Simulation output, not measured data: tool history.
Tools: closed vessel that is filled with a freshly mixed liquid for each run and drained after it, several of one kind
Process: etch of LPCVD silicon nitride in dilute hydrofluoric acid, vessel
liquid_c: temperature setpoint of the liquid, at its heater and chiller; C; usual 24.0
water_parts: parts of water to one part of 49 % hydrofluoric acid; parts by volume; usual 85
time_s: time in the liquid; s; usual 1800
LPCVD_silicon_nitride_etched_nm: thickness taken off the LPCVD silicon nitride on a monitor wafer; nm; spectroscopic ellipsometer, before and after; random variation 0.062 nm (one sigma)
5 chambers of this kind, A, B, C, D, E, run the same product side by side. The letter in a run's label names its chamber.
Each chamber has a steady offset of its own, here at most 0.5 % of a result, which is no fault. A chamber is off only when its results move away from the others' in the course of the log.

| run | hour | liquid_c | water_parts | time_s | read-back film thickness of the LPCVD silicon nitride reference wafer, read on the same gauge (nm) | LPCVD_silicon_nitride_etched_nm |
|---|---|---|---|---|---|---|
| 1C | 9.0 | 24.0 | 85 | 1800 | 139.97 | 10.2430 |
| 2E | 14.7 | 24.0 | 85 | 1800 | 139.98 | 10.2340 |
| 3D | 23.8 | 24.0 | 85 | 1800 | 140.00 | 10.3480 |
| 4B | 28.5 | 24.0 | 85 | 1800 | 140.03 | 10.2520 |
| 5A | 38.6 | 24.0 | 85 | 1800 | 139.98 | 10.3380 |
| 6A | 48.5 | 24.0 | 85 | 1800 | 139.98 | 10.4130 |
| 7D | 54.7 | 24.0 | 85 | 1800 | 140.01 | 10.1480 |
| 8C | 59.2 | 24.0 | 85 | 1800 | 140.00 | 10.2050 |
| 9E | 69.2 | 24.0 | 50 | 2635 | 140.01 | 25.3390 |
| 10B | 76.1 | 24.0 | 50 | 2635 | 139.99 | 25.4930 |
| 11E | 85.9 | 24.0 | 50 | 2635 | 139.98 | 25.4990 |
| 12D | 93.0 | 24.0 | 50 | 2635 | 140.01 | 24.9580 |
| 13C | 101.3 | 24.0 | 50 | 2635 | 140.01 | 25.1670 |
| 14B | 110.6 | 24.0 | 85 | 1125 | 140.02 | 6.4917 |
|  | 112.1 | chamber B: thermometer replaced |
| 15A | 118.6 | 24.0 | 85 | 1125 | 140.03 | 6.2533 |
| 16D | 128.6 | 24.0 | 85 | 1125 | 140.02 | 6.4138 |
| 17B | 136.5 | 24.0 | 85 | 1125 | 140.01 | 6.4623 |
| 18E | 144.8 | 24.0 | 85 | 1125 | 140.01 | 6.3790 |
| 19A | 154.6 | 24.0 | 85 | 1800 | 140.00 | 9.9647 |
| 20C | 161.9 | 24.0 | 85 | 1800 | 140.02 | 10.2890 |
| 21D | 167.9 | 24.0 | 85 | 1800 | 139.98 | 10.3600 |
| 22E | 175.2 | 24.0 | 85 | 1800 | 140.01 | 10.1970 |
| 23A | 183.8 | 24.0 | 105 | 1800 | 140.02 | 8.0617 |
| 24C | 188.4 | 24.0 | 105 | 1800 | 140.00 | 8.3645 |
| 25B | 197.1 | 24.0 | 105 | 1800 | 140.00 | 8.3482 |
| 26D | 203.0 | 24.0 | 105 | 1800 | 140.02 | 8.3524 |
| 27B | 211.8 | 24.0 | 105 | 1800 | 139.99 | 8.3691 |
| 28C | 217.6 | 21.5 | 85 | 1800 | 140.00 | 8.8130 |
|  | 223.1 | chamber E: hydrofluoric acid flow meter replaced |
| 29E | 226.3 | 21.5 | 85 | 1800 | 140.02 | 8.6520 |
| 30A | 232.7 | 21.5 | 85 | 1800 | 140.00 | 8.2220 |
| 31B | 239.2 | 21.5 | 85 | 1800 | 140.03 | 8.6431 |

What goes on in this fleet: one chamber off, a drifting gauge, or nothing beyond the chambers' own small offsets? Name the chamber and the cause, if any.

Chamber A drifts away from the others.
Cause: hydrofluoric acid flow below the setpoint (%) = 5.09.
The log may not tell that from: liquid colder than its thermometer reads (K).

Here are 4 candidates for chamber A's next run, each the usual settings with a change, their results left as question marks. Which one brings its results back in line with what the others give on the usual settings?
In line means no further than this from the other chambers' mean on the usual settings: LPCVD_silicon_nitride_etched_nm 0.2200 nm
| 32A-1 | 246.6 | 24.0 | 85 | 1885 |  | ? |
| 32A-2 | 246.6 | 24.5 | 85 | 1935 |  | ? |
| 32A-3 | 246.6 | 24.0 | 85 | 1625 |  | ? |
| 32A-4 | 246.6 | 24.0 | 85 | 1720 |  | ? |

The other chambers' mean on the usual settings: LPCVD_silicon_nitride_etched_nm 10.2540 nm
| run | LPCVD_silicon_nitride_etched_nm |
|---|---|
| 32A-1 | 10.2230 |
| 32A-2 | 10.8470 |
| 32A-3 | 8.8129 |
| 32A-4 | 9.3281 |
32A-1 brings the chamber back in line.
